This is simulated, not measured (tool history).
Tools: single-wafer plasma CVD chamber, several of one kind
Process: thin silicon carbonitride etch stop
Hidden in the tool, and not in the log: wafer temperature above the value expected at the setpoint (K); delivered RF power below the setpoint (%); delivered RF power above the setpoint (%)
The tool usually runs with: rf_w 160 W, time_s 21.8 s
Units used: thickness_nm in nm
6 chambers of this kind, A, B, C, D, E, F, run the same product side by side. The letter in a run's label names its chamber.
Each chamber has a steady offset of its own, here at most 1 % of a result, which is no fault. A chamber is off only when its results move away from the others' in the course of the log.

run	hour	rf_w	time_s	hours since the last thermocouple change	hours since the last RF generator calibration	read-back reference wafer on the same gauge, thickness_nm	thickness_nm
1B	14.3	160	21.8	646.9	839.2	13.808	11.564
2A	22.2	160	21.8	1423.4	1246.4	13.802	11.553
3F	30.9	160	21.8	859.0	139.6	13.801	11.653
4C	45.5	160	21.8	1150.0	898.3	13.808	11.519
# hour 49.3: chamber C: thermocouple changed; heater temperature recalibrated
5D	52.5	160	21.8	1607.7	447.5	13.811	11.542
6E	63.1	160	21.8	90.0	374.8	13.813	11.589
7B	75.7	160	21.8	708.3	900.6	13.816	11.550
8C	87.7	160	21.8	38.5	940.5	13.820	11.530
9E	99.1	160	21.8	126.0	410.8	13.825	11.624
10F	108.0	160	21.8	936.1	216.7	13.820	11.634
11D	117.7	160	21.8	1672.9	512.7	13.824	11.558
12A	128.4	160	21.8	1529.6	1352.6	13.829	11.562
13F	137.6	160	21.8	965.7	246.3	13.825	11.648
14D	148.4	160	21.8	1703.6	543.4	13.822	11.556
15C	158.1	160	21.8	108.9	1010.9	13.829	11.543
16A	173.7	160	21.8	1574.9	1397.9	13.833	11.570
17B	186.6	160	21.8	819.2	1011.5	13.837	11.588
18E	195.4	160	21.8	222.3	507.1	13.837	11.593
19D	206.5	160	21.8	1761.7	601.5	13.846	11.560
20E	216.9	160	21.8	243.8	528.6	13.840	11.611
21A	225.9	160	21.8	1627.1	1450.1	13.843	11.639
22C	240.4	160	21.8	191.2	1093.2	13.843	11.561
23B	249.3	135	24.0	881.9	1074.2	13.849	12.115
24F	257.5	135	24.0	1085.6	366.2	13.847	12.207
25F	268.6	135	24.0	1096.7	377.3	13.849	12.192
26B	276.3	135	24.0	908.9	1101.2	13.852	12.116
27A	285.3	135	24.0	1686.5	1509.5	13.851	12.147
28C	297.8	135	24.0	248.6	1150.6	13.859	12.094
29E	309.1	150	25.2	336.0	620.8	13.855	13.195
30D	324.6	150	25.2	1879.8	719.6	13.855	13.133
# hour 337.5: chamber B: thermocouple changed; heater temperature recalibrated
31C	337.8	150	25.2	288.6	1190.6	13.867	13.111
32A	352.7	150	25.2	1753.9	1576.9	13.866	13.193
33D	368.3	150	25.2	1923.5	763.3	13.871	13.135
34E	377.0	150	25.2	403.9	688.7	13.867	13.216
35F	385.6	160	21.8	1213.7	494.3	13.868	11.663
36B	398.4	160	21.8	61.0	1223.3	13.873	11.603
37F	405.6	160	21.8	1233.7	514.3	13.874	11.700
38A	416.3	160	21.8	1817.5	1640.5	13.876	11.649
39C	428.6	160	21.8	379.4	1281.4	13.882	11.583

Next, every chamber runs the same settings. What will each give?
40A	439.8	160	24.4				?
40B	439.8	160	24.4				?
40C	439.8	160	24.4				?
40D	439.8	160	24.4				?
40E	439.8	160	24.4				?
40F	439.8	160	24.4				?

run	thickness_nm
40A	13.012
40B	13.045
40C	12.953
40D	12.994
40E	13.060
40F	13.078
